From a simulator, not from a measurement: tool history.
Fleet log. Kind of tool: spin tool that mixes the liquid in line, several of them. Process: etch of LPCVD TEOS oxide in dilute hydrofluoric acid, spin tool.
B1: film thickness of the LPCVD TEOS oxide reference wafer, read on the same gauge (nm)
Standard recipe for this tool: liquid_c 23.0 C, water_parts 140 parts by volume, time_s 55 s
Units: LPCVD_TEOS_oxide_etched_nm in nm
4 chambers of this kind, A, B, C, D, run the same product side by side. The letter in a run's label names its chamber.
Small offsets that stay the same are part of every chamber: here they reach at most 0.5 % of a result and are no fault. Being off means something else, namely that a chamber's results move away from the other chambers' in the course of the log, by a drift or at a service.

Run 1A, day 0.192: usual settings; B1 70.050. Result: LPCVD_TEOS_oxide_etched_nm 8.7770 nm.
Run 2C, day 0.442: usual settings; B1 70.032. Result: LPCVD_TEOS_oxide_etched_nm 8.8409 nm.
Run 3B, day 0.579: usual settings; B1 70.046. Result: LPCVD_TEOS_oxide_etched_nm 8.7757 nm.
Run 4D, day 0.779: usual settings; B1 70.006. Result: LPCVD_TEOS_oxide_etched_nm 8.7062 nm.
Run 5D, day 0.896: usual settings but liquid_c 24.5 C; B1 70.037. Result: LPCVD_TEOS_oxide_etched_nm 9.3623 nm.
Run 6A, day 1.054: usual settings but liquid_c 24.5 C; B1 70.002. Result: LPCVD_TEOS_oxide_etched_nm 9.3641 nm.
Run 7B, day 1.258: usual settings but liquid_c 24.5 C; B1 69.982. Result: LPCVD_TEOS_oxide_etched_nm 9.3757 nm.
Run 8C, day 1.492: usual settings but liquid_c 24.5 C; B1 70.003. Result: LPCVD_TEOS_oxide_etched_nm 9.4320 nm.
Run 9C, day 1.708: usual settings; B1 70.046. Result: LPCVD_TEOS_oxide_etched_nm 8.7650 nm.
Run 10B, day 1.962: usual settings; B1 70.028. Result: LPCVD_TEOS_oxide_etched_nm 8.7104 nm.
At day 1.971: chamber D: thermometer replaced.
Run 11D, day 2.212: usual settings; B1 69.966. Result: LPCVD_TEOS_oxide_etched_nm 8.8404 nm.
Run 12A, day 2.446: usual settings; B1 69.997. Result: LPCVD_TEOS_oxide_etched_nm 8.7752 nm.
Run 13A, day 2.596: usual settings but liquid_c 19.5 C; B1 69.994. Result: LPCVD_TEOS_oxide_etched_nm 7.7046 nm.
Run 14C, day 2.792: usual settings but liquid_c 19.5 C; B1 70.008. Result: LPCVD_TEOS_oxide_etched_nm 7.6581 nm.
Run 15D, day 2.908: usual settings but liquid_c 19.5 C; B1 69.989. Result: LPCVD_TEOS_oxide_etched_nm 7.5663 nm.
Run 16B, day 3.146: usual settings but liquid_c 19.5 C; B1 70.047. Result: LPCVD_TEOS_oxide_etched_nm 7.6606 nm.
Run 17A, day 3.346: usual settings; B1 69.985. Result: LPCVD_TEOS_oxide_etched_nm 8.8327 nm.
Run 18B, day 3.562: usual settings; B1 70.028. Result: LPCVD_TEOS_oxide_etched_nm 8.7494 nm.
Run 19C, day 3.692: usual settings; B1 70.012. Result: LPCVD_TEOS_oxide_etched_nm 8.9675 nm.
Run 20D, day 3.900: usual settings; B1 69.978. Result: LPCVD_TEOS_oxide_etched_nm 8.7852 nm.
Run 21A, day 4.042: usual settings; B1 70.052. Result: LPCVD_TEOS_oxide_etched_nm 8.7337 nm.
Run 22C, day 4.242: usual settings; B1 70.013. Result: LPCVD_TEOS_oxide_etched_nm 9.0513 nm.
Run 23B, day 4.488: usual settings; B1 69.997. Result: LPCVD_TEOS_oxide_etched_nm 8.7537 nm.
Run 24D, day 4.642: usual settings but liquid_c 20.5 C, water_parts 75 parts by volume; B1 70.019. Result: LPCVD_TEOS_oxide_etched_nm 16.1450 nm.
Run 25A, day 4.771: usual settings but liquid_c 20.5 C, water_parts 75 parts by volume; B1 69.978. Result: LPCVD_TEOS_oxide_etched_nm 16.0120 nm.
Run 26B, day 4.971: usual settings but liquid_c 20.5 C, water_parts 75 parts by volume; B1 70.010. Result: LPCVD_TEOS_oxide_etched_nm 16.0790 nm.
Run 27C, day 5.142: usual settings but liquid_c 20.5 C, water_parts 75 parts by volume; B1 70.009. Result: LPCVD_TEOS_oxide_etched_nm 16.6380 nm.
Run 28D, day 5.367: usual settings; B1 70.026. Result: LPCVD_TEOS_oxide_etched_nm 8.7865 nm.
Run 29C, day 5.588: usual settings; B1 69.994. Result: LPCVD_TEOS_oxide_etched_nm 9.2093 nm.
Run 30D, day 5.762: usual settings; B1 70.011. Result: LPCVD_TEOS_oxide_etched_nm 8.7745 nm.
Run 31A, day 5.929: usual settings; B1 70.025. Result: LPCVD_TEOS_oxide_etched_nm 8.7473 nm.
Run 32B, day 6.062: usual settings; B1 70.037. Result: LPCVD_TEOS_oxide_etched_nm 8.8804 nm.
Run 33B, day 6.258: usual settings; B1 69.980. Result: LPCVD_TEOS_oxide_etched_nm 8.7826 nm.
Run 34C, day 6.417: usual settings; B1 69.980. Result: LPCVD_TEOS_oxide_etched_nm 9.3402 nm.
Run 35D, day 6.650: usual settings; B1 69.996. Result: LPCVD_TEOS_oxide_etched_nm 8.7125 nm.
Run 36A, day 6.812: usual settings; B1 70.005. Result: LPCVD_TEOS_oxide_etched_nm 8.7789 nm.
Run 37B, day 7.008: usual settings; B1 69.979. Result: LPCVD_TEOS_oxide_etched_nm 8.7568 nm.
Run 38A, day 7.150: usual settings; B1 69.987. Result: LPCVD_TEOS_oxide_etched_nm 8.8056 nm.
Run 39D, day 7.317: usual settings; B1 69.996. Result: LPCVD_TEOS_oxide_etched_nm 8.7954 nm.
Run 40C, day 7.433: usual settings; B1 70.018. Result: LPCVD_TEOS_oxide_etched_nm 9.6289 nm.

Decide between three cases: one chamber stands off from its peers, the gauge reading all wafers drifts, or nothing is wrong past each chamber's small offset. Where a chamber is off, say which and what most likely put it there.

It is chamber C that slowly wanders off from its peers.
Most likely cause: liquid hotter than its thermometer reads (K) = 2.3.
The log may not separate it from: hydrofluoric acid flow above the setpoint (%).

Here are 4 candidates for chamber C's next run, each the usual settings with a change, their results left as question marks. Which one brings its results back in line with what the others give on the usual settings?
In-line tolerance around the mean of the other chambers on the usual settings: LPCVD_TEOS_oxide_etched_nm 0.1900 nm
Run 41C-1, day 7.617: usual settings but water_parts 145 parts by volume. Result: LPCVD_TEOS_oxide_etched_nm ?.
Run 41C-2, day 7.617: usual settings but water_parts 135 parts by volume. Result: LPCVD_TEOS_oxide_etched_nm ?.
Run 41C-3, day 7.617: usual settings but liquid_c 25.5 C. Result: LPCVD_TEOS_oxide_etched_nm ?.
Run 41C-4, day 7.617: usual settings but liquid_c 22.5 C, water_parts 150 parts by volume. Result: LPCVD_TEOS_oxide_etched_nm ?.

The mean the other chambers reach with the usual settings: LPCVD_TEOS_oxide_etched_nm 8.7652 nm
  run  LPCVD_TEOS_oxide_etched_nm
41C-1                      9.2282
41C-2                     10.0330
41C-3                     10.5770
41C-4                      8.6980
The answer is 41C-4, which returns the chamber to within the allowed miss of the others.
